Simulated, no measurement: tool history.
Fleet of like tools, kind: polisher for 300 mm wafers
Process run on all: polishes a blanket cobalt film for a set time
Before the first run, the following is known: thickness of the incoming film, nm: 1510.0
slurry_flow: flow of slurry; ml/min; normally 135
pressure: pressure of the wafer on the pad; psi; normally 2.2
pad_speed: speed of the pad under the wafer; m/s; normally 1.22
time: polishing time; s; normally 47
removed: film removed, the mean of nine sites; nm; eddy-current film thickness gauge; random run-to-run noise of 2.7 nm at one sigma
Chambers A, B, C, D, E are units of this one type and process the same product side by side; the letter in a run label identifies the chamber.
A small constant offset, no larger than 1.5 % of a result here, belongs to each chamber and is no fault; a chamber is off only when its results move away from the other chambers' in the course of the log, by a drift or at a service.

| run | hour | slurry_flow | pressure | pad_speed | time | removed |
|---|---|---|---|---|---|---|
|  | 0.8 | chamber E: worn pad replaced by a new one |
| 1A | 4.6 | 135 | 2.2 | 1.22 | 47 | 376.21 |
| 2C | 8 | 135 | 2.2 | 1.22 | 47 | 375.22 |
| 3D | 12.5 | 135 | 2.2 | 1.22 | 47 | 376.46 |
| 4B | 17.2 | 135 | 2.2 | 1.22 | 47 | 370.89 |
|  | 17.5 | chamber D: worn pad replaced by a new one |
| 5E | 22 | 135 | 2.2 | 1.22 | 47 | 378.48 |
| 6C | 27.3 | 135 | 2.2 | 1.22 | 47 | 369.78 |
| 7B | 31.8 | 135 | 2.2 | 1.22 | 47 | 367 |
|  | 33.1 | chamber B: worn pad replaced by a new one |
| 8E | 36.3 | 135 | 2.9 | 1.22 | 59 | 619.68 |
|  | 36.6 | chamber B: slurry nozzle cleaned |
| 9D | 39.3 | 135 | 2.9 | 1.22 | 59 | 613.64 |
|  | 39.8 | chamber C: worn pad replaced by a new one |
| 10A | 42.5 | 135 | 2.9 | 1.22 | 59 | 625.2 |
| 11C | 45.6 | 135 | 2.9 | 1.22 | 59 | 606.11 |
|  | 47.6 | chamber C: head pressure recalibrated |
| 12E | 48.8 | 135 | 2.9 | 1.22 | 59 | 618.58 |
| 13A | 53.5 | 135 | 2.2 | 1.22 | 47 | 378.09 |
|  | 53.7 | chamber A: worn pad replaced by a new one |
| 14B | 56.6 | 165 | 2.2 | 1.22 | 62 | 503.52 |
| 15D | 60.4 | 165 | 2.2 | 1.22 | 62 | 514.31 |
| 16C | 62.7 | 165 | 2.2 | 1.22 | 62 | 508.36 |
| 17D | 65.4 | 165 | 2.2 | 1.22 | 62 | 513.82 |
| 18E | 70.2 | 165 | 2.2 | 1.22 | 62 | 509.17 |
| 19B | 73.3 | 135 | 2.2 | 1.22 | 47 | 359.84 |
| 20A | 76.4 | 135 | 2.2 | 1.22 | 47 | 376.22 |
| 21E | 79.1 | 135 | 2.2 | 1.22 | 47 | 373.26 |
| 22D | 83.8 | 135 | 2.2 | 1.22 | 47 | 371.84 |
| 23B | 86.6 | 100 | 2.2 | 1.22 | 58 | 402.49 |
| 24C | 90 | 100 | 2.2 | 1.22 | 58 | 429.48 |
| 25A | 93.5 | 100 | 2.2 | 1.22 | 58 | 433.25 |
|  | 96.5 | chamber D: worn pad replaced by a new one |
| 26A | 97.4 | 100 | 2.2 | 1.22 | 58 | 442.18 |
| 27C | 101.6 | 100 | 2.2 | 1.22 | 58 | 426.38 |
| 28B | 105.4 | 135 | 2.2 | 1.22 | 47 | 347.54 |
| 29D | 108.2 | 135 | 2.2 | 1.22 | 47 | 377.44 |
| 30E | 112.1 | 165 | 2.2 | 1.36 | 47 | 432.16 |
| 31B | 114.9 | 165 | 2.2 | 1.36 | 47 | 395.15 |
| 32E | 119.4 | 165 | 2.2 | 1.36 | 47 | 431.7 |
| 33A | 123 | 165 | 2.2 | 1.36 | 47 | 437.2 |

The same settings go to every chamber for the next run, one line per chamber below. Forecast the results for each:
| 34A | 126.7 | 135 | 2.2 | 1.22 | 47 | ? |
| 34B | 126.7 | 135 | 2.2 | 1.22 | 47 | ? |
| 34C | 126.7 | 135 | 2.2 | 1.22 | 47 | ? |
| 34D | 126.7 | 135 | 2.2 | 1.22 | 47 | ? |
| 34E | 126.7 | 135 | 2.2 | 1.22 | 47 | ? |

| run | removed |
|---|---|
| 34A | 373.3 |
| 34B | 340.38 |
| 34C | 372.41 |
| 34D | 381.12 |
| 34E | 370.22 |
